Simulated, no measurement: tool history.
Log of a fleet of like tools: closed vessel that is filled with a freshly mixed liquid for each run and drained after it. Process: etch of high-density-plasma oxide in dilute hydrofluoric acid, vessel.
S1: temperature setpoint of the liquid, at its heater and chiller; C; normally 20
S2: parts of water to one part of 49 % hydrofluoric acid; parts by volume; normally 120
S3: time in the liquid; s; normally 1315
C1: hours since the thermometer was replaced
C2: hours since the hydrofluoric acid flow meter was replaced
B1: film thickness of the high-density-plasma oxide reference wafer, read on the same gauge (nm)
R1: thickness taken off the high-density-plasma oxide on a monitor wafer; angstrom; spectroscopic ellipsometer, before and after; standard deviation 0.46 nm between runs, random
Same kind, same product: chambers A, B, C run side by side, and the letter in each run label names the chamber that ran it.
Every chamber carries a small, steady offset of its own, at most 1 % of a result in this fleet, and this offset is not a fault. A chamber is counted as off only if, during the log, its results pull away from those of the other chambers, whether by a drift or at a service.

run   hour  S1   S2    S3     C1      C2      B1      R1
 1C    5.0  20  120  1315  255.5   514.0  40.017  582.21
 2B   11.1  20  120  1315  696.8   536.5  40.039  592.00
 3A   17.7  20  120  1315  645.4  1344.8  40.032  598.26
 4A   26.5  20  120  1315  654.2  1353.6  40.024  601.67
 5B   31.6  20  120  1315  717.3   557.0  40.024  591.45
 6C   36.9  20  120  1315  287.4   545.9  40.002  593.21
 7B   42.7  20  120  1315  728.4   568.1  39.972  585.34
 8C   49.6  20  120  1315  300.1   558.6  39.980  583.68
 9A   53.9  20  120  1315  681.6  1381.0  40.001  592.74
10A   60.2  20  180  1990  687.9  1387.3  40.016  561.52
      61.9  -- chamber A: thermometer replaced
11B   65.6  20  180  1990  751.3   591.0  40.041  557.78
12C   70.5  20  180  1990  321.0   579.5  40.055  552.01
13C   80.0  20  120  1315  330.5   589.0  39.979  580.37
14A   85.3  20  120  1315   23.4  1412.4  39.989  595.36
15B   91.0  20  120  1315  776.7   616.4  40.000  586.96
16A   98.8  20  120  1315   36.9  1425.9  39.937  599.65
17B  104.7  20  120  1315  790.4   630.1  40.041  589.43
18C  111.3  20  120  1315  361.8   620.3  40.001  572.68
19C  116.4  20  120  1315  366.9   625.4  39.990  571.24
20A  124.8  20  120  1315   62.9  1451.9  40.011  591.73
21B  132.6  20  120  1315  818.3   658.0  39.967  590.45
22A  138.4  20  120  1315   76.5  1465.5  40.047  584.78
23B  144.7  17   75  1315  830.4   670.1  40.063  871.50
24C  153.2  17   75  1315  403.7   662.2  40.020  828.13
25C  160.2  17   75  1315  410.7   669.2  40.013  831.92
26A  166.1  20  120  1315  104.2  1493.2  40.007  598.44
27B  173.0  20  120  1315  858.7   698.4  39.969  592.04
28C  177.9  20  120  1315  428.4   686.9  39.986  552.91
29A  183.8  20  120  1315  121.9  1510.9  40.016  592.34
30B  189.1  20  120  1315  874.8   714.5  39.973  588.75
31C  196.6  20  120  1315  447.1   705.6  40.019  560.99
     200.1  -- chamber B: thermometer replaced
32B  204.6  20  120  1315    4.6   730.0  39.984  585.71
33A  209.4  20  120  1315  147.5  1536.5  39.987  602.68
34C  213.6  20  120  1575  464.1   722.6  39.993  661.08
35A  222.2  20  120  1575  160.3  1549.3  40.002  708.32
36B  230.5  20  120  1575   30.5   755.9  40.005  694.49
37A  238.6  20  120  1315  176.7  1565.7  40.015  594.07
38B  247.6  20  120  1315   47.6   773.0  39.952  588.32
39C  254.8  20  120  1315  505.3   763.8  39.987  542.59
40A  259.5  20  120  1315  197.6  1586.6  39.991  590.97

Each of the 3 chambers runs these same settings next. Fill in every chamber's results:
41A  266.3  20  120  800               ?
41B  266.3  20  120  800               ?
41C  266.3  20  120  800               ?

run      R1
41A  363.95
41B  361.86
41C  332.67
